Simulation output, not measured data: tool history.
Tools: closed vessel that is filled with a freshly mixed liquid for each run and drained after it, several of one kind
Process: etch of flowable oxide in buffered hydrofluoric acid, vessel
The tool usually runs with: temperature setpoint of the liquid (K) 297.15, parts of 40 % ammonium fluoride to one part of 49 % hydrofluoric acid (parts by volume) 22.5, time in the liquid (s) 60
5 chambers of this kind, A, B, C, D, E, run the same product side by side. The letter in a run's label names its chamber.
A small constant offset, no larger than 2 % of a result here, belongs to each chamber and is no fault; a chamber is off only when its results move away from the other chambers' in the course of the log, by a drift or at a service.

run     day  temperature setpoint of the liquid (K)  parts of 40 % ammonium fluoride to one part of 49 % hydrofluoric acid (parts by volume)  time in the liquid (s)  hours since the thermometer was replaced  hours since the hydrofluoric acid flow meter was replaced  read-back film thickness of the flowable oxide reference wafer, read on the same gauge (nm)  thickness taken off the flowable oxide on a monitor wafer (Å)
      0.454  -- chamber A: thermometer replaced
 1A   0.533                                  297.15                                                                                     22.5                      60                                         2                                                      861.5                                                                                       149.99                                                         1046.1
 2B   1.008                                  297.15                                                                                     22.5                      60                                       151                                                     1948.3                                                                                       150.03                                                         1063.5
 3C   1.396                                  297.15                                                                                     22.5                      60                                    1314.1                                                      176.9                                                                                       150.02                                                         1078.3
 4D   1.971                                  297.15                                                                                     22.5                      60                                       302                                                      750.8                                                                                       150.03                                                         1078.5
 5E   2.308                                  297.15                                                                                     22.5                      60                                     966.9                                                      450.2                                                                                       150.01                                                         1067.1
 6B   2.904                                  297.15                                                                                     22.5                      60                                     196.5                                                     1993.8                                                                                       150.05                                                         1048.9
 7E   3.208                                  297.15                                                                                     22.5                      60                                     988.5                                                      471.8                                                                                       150.07                                                         1080.8
 8D   3.862                                  297.15                                                                                     22.5                      60                                     347.4                                                      796.2                                                                                       150.06                                                         1080.3
 9A   4.192                                  297.15                                                                                     22.5                      60                                      89.8                                                      949.3                                                                                       150.06                                                           1057
      4.333  -- chamber E: hydrofluoric acid flow meter replaced
10C   4.558                                  293.15                                                                                     22.5                      60                                      1390                                                      252.8                                                                                       149.99                                                         852.56
11A   5.079                                  293.15                                                                                     22.5                      60                                     111.1                                                      970.6                                                                                       150.01                                                         830.31
12E     5.4                                  293.15                                                                                     22.5                      60                                    1041.1                                                       25.7                                                                                          150                                                         845.55
13C   5.721                                  293.15                                                                                     22.5                      60                                    1417.9                                                      280.7                                                                                       149.97                                                         867.04
14B   6.275                                  293.15                                                                                     22.5                      60                                     277.4                                                     2074.7                                                                                       149.99                                                          850.1
15D   6.742                                  297.15                                                                                     22.5                      60                                     416.5                                                      865.3                                                                                          150                                                         1082.8
16C   7.088                                  297.15                                                                                     22.5                      60                                    1450.7                                                      313.5                                                                                       150.06                                                         1059.1
17E   7.438                                  297.15                                                                                     22.5                      60                                      1090                                                       74.6                                                                                       149.96                                                         1066.1
18B     8.1                                  297.15                                                                                     22.5                      60                                     321.2                                                     2118.5                                                                                       150.02                                                         1054.5
19D   8.758                                  294.65                                                                                     22.5                      75                                     464.9                                                      913.7                                                                                       149.99                                                         1186.4
20A   9.117                                  294.65                                                                                     22.5                      75                                       208                                                     1067.5                                                                                       149.99                                                         1142.1
      9.508  -- chamber B: hydrofluoric acid flow meter replaced
21B   9.729                                  294.65                                                                                     22.5                      75                                     360.3                                                        5.3                                                                                       149.99                                                         1152.5
22C  10.221                                  294.65                                                                                     22.5                      75                                    1525.9                                                      388.7                                                                                          150                                                         1163.7
23D  10.842                                  294.65                                                                                     22.5                      75                                     514.9                                                      963.7                                                                                       149.99                                                         1176.1
24E  11.233                                  297.15                                                                                     22.5                      60                                    1181.1                                                      165.7                                                                                       150.01                                                         1089.8
25A  11.567                                  297.15                                                                                     22.5                      40                                     266.8                                                     1126.3                                                                                          150                                                         716.79
26B  12.154                                  297.15                                                                                     22.5                      40                                     418.5                                                       63.5                                                                                       150.02                                                          709.7
27D    12.6                                  297.15                                                                                     22.5                      40                                     557.1                                                     1005.9                                                                                       150.02                                                         717.29
28E  13.004                                  297.15                                                                                     22.5                      40                                    1223.6                                                      208.2                                                                                       150.01                                                         738.75
29C  13.525                                  297.15                                                                                     22.5                      40                                    1605.2                                                        468                                                                                       149.99                                                         720.22
30A  13.883                                  297.15                                                                                     22.5                      60                                     322.4                                                     1181.9                                                                                       150.03                                                         1069.8
31C  14.271                                  297.15                                                                                     22.5                      60                                    1623.1                                                      485.9                                                                                       149.98                                                         1066.1
32E  14.629                                  297.15                                                                                     22.5                      60                                    1262.6                                                      247.2                                                                                          150                                                           1106
33D  14.992                                  297.15                                                                                     22.5                      60                                     614.5                                                     1063.3                                                                                       149.98                                                         1085.6
34B  15.438                                  297.15                                                                                     22.5                      60                                     497.3                                                      142.3                                                                                       149.99                                                         1067.2
35A  15.746                                  297.15                                                                                     22.5                      60                                     367.1                                                     1226.6                                                                                       150.04                                                         1058.1
36E  16.117                                  297.15                                                                                     22.5                      60                                    1298.3                                                      282.9                                                                                       149.98                                                         1133.5
37C   16.45                                  299.65                                                                                       20                      60                                    1675.4                                                      538.2                                                                                          150                                                         1351.8
38D  16.996                                  299.65                                                                                       20                      60                                     662.6                                                     1111.4                                                                                       149.97                                                         1351.8
39B  17.433                                  299.65                                                                                       20                      60                                     545.2                                                      190.2                                                                                          150                                                         1322.4
40A  18.033                                  299.65                                                                                       20                      60                                       422                                                     1281.5                                                                                       150.05                                                         1332.6
41B  18.712                                  299.65                                                                                       20                      60                                     575.9                                                      220.9                                                                                       150.03                                                         1316.7

For the next run the whole fleet of 5 chambers uses the same settings. Give each chamber's results:
42A  19.204                                  293.15                                                                                     22.5                      60                                                                                                                                                                                                                                                                ?
42B  19.204                                  293.15                                                                                     22.5                      60                                                                                                                                                                                                                                                                ?
42C  19.204                                  293.15                                                                                     22.5                      60                                                                                                                                                                                                                                                                ?
42D  19.204                                  293.15                                                                                     22.5                      60                                                                                                                                                                                                                                                                ?
42E  19.204                                  293.15                                                                                     22.5                      60                                                                                                                                                                                                                                                                ?

run  thickness taken off the flowable oxide on a monitor wafer (Å)
42A                                                         851.94
42B                                                            864
42C                                                         860.44
42D                                                         861.02
42E                                                         923.09
